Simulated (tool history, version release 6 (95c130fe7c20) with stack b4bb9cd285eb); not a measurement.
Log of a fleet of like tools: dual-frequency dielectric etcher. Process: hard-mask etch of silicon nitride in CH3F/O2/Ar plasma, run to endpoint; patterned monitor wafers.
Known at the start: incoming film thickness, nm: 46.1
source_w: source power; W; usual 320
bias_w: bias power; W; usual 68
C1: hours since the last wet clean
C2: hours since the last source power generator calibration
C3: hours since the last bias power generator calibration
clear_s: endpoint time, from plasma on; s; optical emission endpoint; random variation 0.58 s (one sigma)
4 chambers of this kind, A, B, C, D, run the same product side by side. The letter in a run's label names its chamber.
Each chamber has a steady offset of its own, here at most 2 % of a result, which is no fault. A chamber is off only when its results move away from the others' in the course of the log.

Run 1B, hour 7.7: usual settings; C1 397.4; C2 236.9; C3 14.2. Result: clear_s 75.722 s.
Run 2C, hour 12.3: usual settings; C1 347.6; C2 1604.1; C3 2110.4. Result: clear_s 74.048 s.
Run 3D, hour 18.2: usual settings; C1 200.2; C2 880.9; C3 143.2. Result: clear_s 73.808 s.
Run 4A, hour 22.1: usual settings; C1 264.1; C2 74.9; C3 608.5. Result: clear_s 73.440 s.
Run 5B, hour 28.9: usual settings; C1 418.6; C2 258.1; C3 35.4. Result: clear_s 75.344 s.
Run 6D, hour 35.3: usual settings; C1 217.3; C2 898.0; C3 160.3. Result: clear_s 73.636 s.
Run 7C, hour 39.8: usual settings; C1 375.1; C2 1631.6; C3 2137.9. Result: clear_s 74.499 s.
Run 8A, hour 46.4: usual settings; C1 288.4; C2 99.2; C3 632.8. Result: clear_s 73.812 s.
Run 9D, hour 52.7: usual settings; C1 234.7; C2 915.4; C3 177.7. Result: clear_s 75.021 s.
Run 10C, hour 61.1: usual settings; C1 396.4; C2 1652.9; C3 2159.2. Result: clear_s 72.717 s.
At hour 66.2: chamber B: wet clean of the chamber.
Run 11B, hour 69.5: usual settings; C1 3.3; C2 298.7; C3 76.0. Result: clear_s 74.885 s.
Run 12A, hour 75.0: usual settings; C1 317.0; C2 127.8; C3 661.4. Result: clear_s 74.008 s.
Run 13D, hour 83.0: usual settings; C1 265.0; C2 945.7; C3 208.0. Result: clear_s 73.791 s.
Run 14A, hour 87.1: usual settings; C1 329.1; C2 139.9; C3 673.5. Result: clear_s 74.707 s.
Run 15C, hour 91.5: usual settings but source_w 390 W, bias_w 81 W; C1 426.8; C2 1683.3; C3 2189.6. Result: clear_s 64.413 s.
Run 16B, hour 95.5: usual settings but source_w 390 W, bias_w 81 W; C1 29.3; C2 324.7; C3 102.0. Result: clear_s 65.692 s.
Run 17D, hour 100.4: usual settings but source_w 390 W, bias_w 81 W; C1 282.4; C2 963.1; C3 225.4. Result: clear_s 63.975 s.
Run 18B, hour 105.9: usual settings but source_w 390 W, bias_w 81 W; C1 39.7; C2 335.1; C3 112.4. Result: clear_s 66.314 s.
At hour 110.4: chamber A: wet clean of the chamber.
Run 19C, hour 112.9: usual settings; C1 448.2; C2 1704.7; C3 2211.0. Result: clear_s 73.696 s.
Run 20A, hour 119.1: usual settings; C1 8.8; C2 171.9; C3 705.5. Result: clear_s 74.557 s.
Run 21C, hour 122.9: usual settings; C1 458.2; C2 1714.7; C3 2221.0. Result: clear_s 74.080 s.
Run 22D, hour 131.1: usual settings; C1 313.1; C2 993.8; C3 256.1. Result: clear_s 73.694 s.
Run 23A, hour 138.9: usual settings; C1 28.6; C2 191.7; C3 725.3. Result: clear_s 74.851 s.
Run 24B, hour 143.3: usual settings; C1 77.1; C2 372.5; C3 149.8. Result: clear_s 75.969 s.
Run 25A, hour 149.9: usual settings; C1 39.6; C2 202.7; C3 736.3. Result: clear_s 75.057 s.
At hour 155.5: chamber C: bias power generator calibrated.
Run 26D, hour 158.2: usual settings; C1 340.2; C2 1020.9; C3 283.2. Result: clear_s 73.352 s.
Run 27C, hour 166.3: usual settings; C1 501.6; C2 1758.1; C3 10.9. Result: clear_s 74.060 s.
Run 28B, hour 172.6: usual settings; C1 106.4; C2 401.8; C3 179.1. Result: clear_s 75.705 s.
Run 29C, hour 180.2: usual settings; C1 515.5; C2 1772.0; C3 24.8. Result: clear_s 73.782 s.
Run 30D, hour 184.4: usual settings; C1 366.4; C2 1047.1; C3 309.4. Result: clear_s 73.667 s.
Run 31A, hour 189.6: usual settings; C1 79.3; C2 242.4; C3 776.0. Result: clear_s 75.134 s.
Run 32B, hour 195.9: usual settings; C1 129.7; C2 425.1; C3 202.4. Result: clear_s 75.121 s.
Run 33B, hour 200.7: usual settings; C1 134.5; C2 429.9; C3 207.2. Result: clear_s 74.319 s.
Run 34D, hour 206.2: usual settings; C1 388.2; C2 1068.9; C3 331.2. Result: clear_s 73.913 s.
Run 35A, hour 210.2: usual settings; C1 99.9; C2 263.0; C3 796.6. Result: clear_s 74.860 s.
Run 36C, hour 218.3: usual settings; C1 553.6; C2 1810.1; C3 62.9. Result: clear_s 74.410 s.
Run 37A, hour 225.5: usual settings; C1 115.2; C2 278.3; C3 811.9. Result: clear_s 74.468 s.
Run 38C, hour 229.7: usual settings; C1 565.0; C2 1821.5; C3 74.3. Result: clear_s 73.491 s.
Run 39D, hour 235.5: usual settings; C1 417.5; C2 1098.2; C3 360.5. Result: clear_s 74.054 s.
Run 40B, hour 239.6: usual settings; C1 173.4; C2 468.8; C3 246.1. Result: clear_s 75.037 s.
Run 41C, hour 245.9: usual settings; C1 581.2; C2 1837.7; C3 90.5. Result: clear_s 72.717 s.
Run 42B, hour 254.1: usual settings; C1 187.9; C2 483.3; C3 260.6. Result: clear_s 76.384 s.
Run 43A, hour 259.0: usual settings; C1 148.7; C2 311.8; C3 845.4. Result: clear_s 73.944 s.

All 4 chambers run these settings next. Forecast each chamber's results:
Run 44A, hour 265.1: usual settings but bias_w 58 W. Result: clear_s ?.
Run 44B, hour 265.1: usual settings but bias_w 58 W. Result: clear_s ?.
Run 44C, hour 265.1: usual settings but bias_w 58 W. Result: clear_s ?.
Run 44D, hour 265.1: usual settings but bias_w 58 W. Result: clear_s ?.

run  clear_s
44A   80.747
44B   81.193
44C   78.609
44D   79.103
